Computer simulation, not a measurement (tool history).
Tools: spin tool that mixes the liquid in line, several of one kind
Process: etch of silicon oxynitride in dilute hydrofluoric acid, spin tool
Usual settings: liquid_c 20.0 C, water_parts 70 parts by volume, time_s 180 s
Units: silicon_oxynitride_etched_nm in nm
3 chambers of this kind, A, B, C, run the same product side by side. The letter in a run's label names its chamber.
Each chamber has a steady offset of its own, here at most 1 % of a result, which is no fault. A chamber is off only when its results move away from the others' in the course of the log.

run	hour	liquid_c	water_parts	time_s	hours since the thermometer was replaced	hours since the hydrofluoric acid flow meter was replaced	read-back film thickness of the silicon oxynitride reference wafer, read on the same gauge (nm)	silicon_oxynitride_etched_nm
1C	7.4	20.0	70	180	1196.4	502.3	130.01	7.3429
2A	15.6	20.0	70	180	404.6	528.0	130.02	7.4499
3B	24.1	20.0	70	180	2237.3	404.3	129.99	7.3277
4C	34.5	20.0	70	180	1223.5	529.4	130.01	7.4323
5B	45.2	20.0	70	180	2258.4	425.4	129.99	7.3843
6A	53.2	20.0	70	180	442.2	565.6	130.01	7.2592
7B	61.7	20.0	70	180	2274.9	441.9	129.99	7.2779
8A	71.6	20.0	70	180	460.6	584.0	129.98	7.3374
9C	82.1	20.0	70	180	1271.1	577.0	129.99	7.2524
10B	92.3	20.0	70	180	2305.5	472.5	130.01	7.3632
11A	97.2	20.0	70	180	486.2	609.6	129.99	7.3802
12C	102.9	20.0	70	180	1291.9	597.8	130.00	7.3182
13B	108.6	24.5	70	180	2321.8	488.8	130.00	9.0749
14C	119.8	24.5	70	180	1308.8	614.7	130.00	9.2056
15A	128.8	24.5	70	180	517.8	641.2	129.99	9.1873
16A	139.6	20.0	70	255	528.6	652.0	130.01	10.3180
17B	145.4	20.0	70	255	2358.6	525.6	129.99	10.4110
18C	152.6	20.0	70	255	1341.6	647.5	129.97	10.0840
19C	157.8	20.0	70	180	1346.8	652.7	130.00	7.1178
20B	163.4	20.0	70	180	2376.6	543.6	130.00	7.2590
# hour 174.2: chamber A: hydrofluoric acid flow meter replaced
21A	174.2	20.0	70	180	563.2	0.1	130.02	7.5642
22B	184.5	20.0	70	180	2397.7	564.7	130.01	7.4406
23A	194.8	20.0	70	180	583.8	20.7	130.01	7.4068
24C	202.8	20.0	70	180	1391.8	697.7	130.01	7.1676
25B	209.3	20.0	70	180	2422.5	589.5	130.00	7.3364
26A	218.6	20.0	70	180	607.6	44.5	130.01	7.4880
27C	226.4	20.0	70	180	1415.4	721.3	130.02	7.0020
28C	232.6	20.0	70	180	1421.6	727.5	129.99	6.8357
29A	239.5	20.0	70	180	628.5	65.4	130.02	7.3978
30B	246.3	20.0	70	180	2459.5	626.5	130.00	7.4569
# hour 250.6: chamber A: thermometer replaced
31C	255.5	20.0	70	180	1444.5	750.4	130.00	6.6806
32A	262.3	20.0	70	180	11.7	88.2	130.01	7.3668
33B	273.2	20.0	70	180	2486.4	653.4	130.00	7.2192
34A	279.6	20.0	70	180	29.0	105.5	130.01	7.3997
35C	287.9	20.0	70	180	1476.9	782.8	130.01	6.7509

Is one chamber off against the others, does the gauge drift, or is nothing wrong? If a chamber is off, say which, and what the likeliest cause is.

Chamber C drifts away from the others.
Cause: liquid colder than its thermometer reads (K) = 2.04.
The log may not tell that from: hydrofluoric acid flow below the setpoint (%).

Here are 4 candidates for chamber C's next run, each the usual settings with a change, their results left as question marks. Which one brings its results back in line with what the others give on the usual settings?
In line means no further than this from the other chambers' mean on the usual settings: silicon_oxynitride_etched_nm 0.2600 nm
36C-1	295.9	21.0	70	180				?
36C-2	295.9	19.0	70	180				?
36C-3	295.9	20.0	70	200				?
36C-4	295.9	18.0	70	180				?

The other chambers' mean on the usual settings: silicon_oxynitride_etched_nm 7.3569 nm
run	silicon_oxynitride_etched_nm
36C-1	6.9545
36C-2	6.2761
36C-3	7.3403
36C-4	5.9568
36C-3 brings the chamber back in line.
